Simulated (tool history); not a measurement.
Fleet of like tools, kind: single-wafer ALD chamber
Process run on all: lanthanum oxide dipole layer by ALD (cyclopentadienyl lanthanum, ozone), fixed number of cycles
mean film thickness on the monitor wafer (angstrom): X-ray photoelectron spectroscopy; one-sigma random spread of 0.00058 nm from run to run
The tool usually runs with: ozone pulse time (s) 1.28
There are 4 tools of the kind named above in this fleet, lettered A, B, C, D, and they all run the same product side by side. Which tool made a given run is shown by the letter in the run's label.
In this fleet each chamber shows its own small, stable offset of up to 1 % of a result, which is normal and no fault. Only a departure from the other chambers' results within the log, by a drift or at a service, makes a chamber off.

run   hour  ozone pulse time (s)  hours since the last thermocouple change  hours since the last ozone generator service  read-back reference wafer on the same gauge, thickness_nm  mean film thickness on the monitor wafer (angstrom)
 1B    5.1                  1.28                                     127.2                                        1005.7                                                    0.59796                                               5.3587
 2A   11.8                  1.28                                     861.9                                        1114.3                                                    0.59774                                               5.3207
 3D   21.0                  1.28                                    2016.2                                         211.1                                                    0.59781                                               5.3646
      21.4  -- chamber C: ozone generator serviced
 4C   27.9                  1.28                                    2122.5                                           6.5                                                    0.59770                                               5.3527
 5D   38.0                  1.06                                    2033.2                                         228.1                                                    0.59778                                               5.1358
 6A   45.1                  1.06                                     895.2                                        1147.6                                                    0.59761                                               5.0690
 7C   53.6                  1.06                                    2148.2                                          32.2                                                    0.59733                                               5.1010
 8B   64.7                  1.06                                     186.8                                        1065.3                                                    0.59725                                               5.1015
 9A   74.5                  1.47                                     924.6                                        1177.0                                                    0.59733                                               5.4657
10C   81.4                  1.47                                    2176.0                                          60.0                                                    0.59721                                               5.4756
11B   88.1                  1.47                                     210.2                                        1088.7                                                    0.59718                                               5.5096
12D   96.5                  1.47                                    2091.7                                         286.6                                                    0.59708                                               5.5122
13D  105.0                  1.70                                    2100.2                                         295.1                                                    0.59702                                               5.6201
14C  113.7                  1.70                                    2208.3                                          92.3                                                    0.59702                                               5.5776
15A  123.9                  1.70                                     974.0                                        1226.4                                                    0.59698                                               5.5529
16B  129.3                  1.70                                     251.4                                        1129.9                                                    0.59681                                               5.6003
     134.6  -- chamber A: ozone generator serviced
17C  134.9                  1.64                                    2229.5                                         113.5                                                    0.59666                                               5.5620
18B  141.9                  1.64                                     264.0                                        1142.5                                                    0.59688                                               5.5845
19A  152.6                  1.64                                    1002.7                                          18.0                                                    0.59661                                               5.5403
20D  159.4                  1.64                                    2154.6                                         349.5                                                    0.59647                                               5.5853
21D  167.3                  1.28                                    2162.5                                         357.4                                                    0.59648                                               5.3743
     169.0  -- chamber D: thermocouple changed; heater temperature recalibrated
22B  175.1                  1.28                                     297.2                                        1175.7                                                    0.59655                                               5.3412
23A  185.6                  1.68                                    1035.7                                          51.0                                                    0.59637                                               5.5496
24C  193.0                  1.68                                    2287.6                                         171.6                                                    0.59624                                               5.5744
25A  203.8                  1.68                                    1053.9                                          69.2                                                    0.59601                                               5.5617
26D  211.7                  1.68                                      42.7                                         401.8                                                    0.59613                                               5.6019
27B  217.2                  1.28                                     339.3                                        1217.8                                                    0.59590                                               5.3447
28C  223.0                  1.28                                    2317.6                                         201.6                                                    0.59597                                               5.3202
29D  231.4                  1.28                                      62.4                                         421.5                                                    0.59576                                               5.3654
30A  239.0                  1.28                                    1089.1                                         104.4                                                    0.59591                                               5.3042
31C  250.3                  1.28                                    2344.9                                         228.9                                                    0.59558                                               5.3185
32B  255.3                  1.28                                     377.4                                        1255.9                                                    0.59561                                               5.3410
33C  261.9                  0.85                                    2356.5                                         240.5                                                    0.59560                                               4.7378
34D  272.6                  0.85                                     103.6                                         462.7                                                    0.59535                                               4.7734
35B  282.8                  0.85                                     404.9                                        1283.4                                                    0.59554                                               4.7038

Is one chamber off against the others, does the gauge drift, or is nothing wrong? If a chamber is off, say which, and what the likeliest cause is.

Gauge drift. The chambers move together only on paper, and none stands off.
Most likely cause: gauge reads low (%) = 0.446.
